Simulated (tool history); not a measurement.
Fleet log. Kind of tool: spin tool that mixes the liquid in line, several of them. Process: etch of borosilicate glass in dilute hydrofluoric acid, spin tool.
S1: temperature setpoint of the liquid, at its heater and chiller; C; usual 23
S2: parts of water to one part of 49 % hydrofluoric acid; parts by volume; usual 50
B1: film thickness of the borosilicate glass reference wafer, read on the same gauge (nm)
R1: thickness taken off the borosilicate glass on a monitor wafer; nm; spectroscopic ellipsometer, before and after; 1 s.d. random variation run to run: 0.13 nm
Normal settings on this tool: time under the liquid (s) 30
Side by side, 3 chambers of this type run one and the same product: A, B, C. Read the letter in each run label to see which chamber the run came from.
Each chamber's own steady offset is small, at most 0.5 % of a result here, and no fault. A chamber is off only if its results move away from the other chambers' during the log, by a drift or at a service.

{"run": "1B", "hour": 3.4, "S1": 23, "S2": 50, "time under the liquid (s)": 30, "B1": 49.949, "R1": 22.256}
{"run": "2C", "hour": 7.8, "S1": 23, "S2": 50, "time under the liquid (s)": 30, "B1": 50.067, "R1": 22.156}
{"run": "3A", "hour": 12.3, "S1": 23, "S2": 50, "time under the liquid (s)": 30, "B1": 50.036, "R1": 22.048}
{"run": "4A", "hour": 16.1, "S1": 23, "S2": 50, "time under the liquid (s)": 30, "B1": 50.01, "R1": 22.095}
{"run": "5B", "hour": 18.4, "S1": 23, "S2": 50, "time under the liquid (s)": 30, "B1": 50.008, "R1": 22.313}
{"run": "6C", "hour": 21.4, "S1": 23, "S2": 50, "time under the liquid (s)": 30, "B1": 49.991, "R1": 22.238}
{"run": "7A", "hour": 25.3, "S1": 23, "S2": 50, "time under the liquid (s)": 30, "B1": 49.947, "R1": 22.1}
{"run": "8C", "hour": 28.4, "S1": 23, "S2": 50, "time under the liquid (s)": 30, "B1": 50.006, "R1": 22.076}
{"run": "9B", "hour": 30.7, "S1": 23, "S2": 60, "time under the liquid (s)": 30, "B1": 49.945, "R1": 18.237}
{"run": "10A", "hour": 33.3, "S1": 23, "S2": 60, "time under the liquid (s)": 30, "B1": 49.924, "R1": 18.248}
{"run": "11C", "hour": 36.9, "S1": 23, "S2": 60, "time under the liquid (s)": 30, "B1": 50.025, "R1": 18.128}
{"run": "12B", "hour": 41.5, "S1": 23, "S2": 50, "time under the liquid (s)": 30, "B1": 49.988, "R1": 22.415}
{"run": "13A", "hour": 44.1, "S1": 21, "S2": 50, "time under the liquid (s)": 30, "B1": 50.016, "R1": 20.493}
{"run": "14B", "hour": 46.6, "S1": 21, "S2": 50, "time under the liquid (s)": 30, "B1": 49.997, "R1": 20.385}
{"run": "15C", "hour": 50.1, "S1": 21, "S2": 50, "time under the liquid (s)": 30, "B1": 49.997, "R1": 20.537}
{"run": "16A", "hour": 52.8, "S1": 23, "S2": 50, "time under the liquid (s)": 30, "B1": 50.005, "R1": 22.223}
{"run": "17B", "hour": 56.1, "S1": 23, "S2": 50, "time under the liquid (s)": 30, "B1": 50.028, "R1": 22.269}
{"run": "18C", "hour": 58.3, "S1": 23, "S2": 50, "time under the liquid (s)": 30, "B1": 50.01, "R1": 22.257}
{"run": "19B", "hour": 62.3, "S1": 23, "S2": 50, "time under the liquid (s)": 30, "B1": 49.966, "R1": 22.041}
{"run": "20A", "hour": 64.6, "S1": 23, "S2": 50, "time under the liquid (s)": 30, "B1": 50.014, "R1": 22.003}
{"run": "21C", "hour": 69.1, "S1": 23, "S2": 50, "time under the liquid (s)": 30, "B1": 50.035, "R1": 22.053}
{"run": "22C", "hour": 72.9, "S1": 23, "S2": 50, "time under the liquid (s)": 35, "B1": 49.955, "R1": 25.733}
{"run": "23B", "hour": 76.2, "S1": 23, "S2": 50, "time under the liquid (s)": 35, "B1": 49.998, "R1": 25.905}
{"run": "24A", "hour": 80.4, "S1": 23, "S2": 50, "time under the liquid (s)": 35, "B1": 49.928, "R1": 25.923}
{"run": "25B", "hour": 84.4, "S1": 23, "S2": 75, "time under the liquid (s)": 30, "B1": 50.02, "R1": 14.407}
{"run": "26C", "hour": 88.6, "S1": 23, "S2": 75, "time under the liquid (s)": 30, "B1": 50.03, "R1": 14.397}
{"run": "27A", "hour": 91.2, "S1": 23, "S2": 75, "time under the liquid (s)": 30, "B1": 50.01, "R1": 14.606}
{"run": "28C", "hour": 95.2, "S1": 23, "S2": 50, "time under the liquid (s)": 30, "B1": 49.982, "R1": 21.982}
{"run": "29A", "hour": 99.5, "S1": 23, "S2": 50, "time under the liquid (s)": 30, "B1": 49.986, "R1": 22.244}
{"run": "30B", "hour": 103.8, "S1": 23, "S2": 50, "time under the liquid (s)": 30, "B1": 49.96, "R1": 22.325}
{"run": "31C", "hour": 107.7, "S1": 23, "S2": 50, "time under the liquid (s)": 30, "B1": 49.992, "R1": 22.199}

Is one chamber off against the others, does the gauge drift, or is nothing wrong? If a chamber is off, say which, and what the likeliest cause is.

The fleet is healthy, with each chamber sitting at its usual small offset and no drift in the gauge.
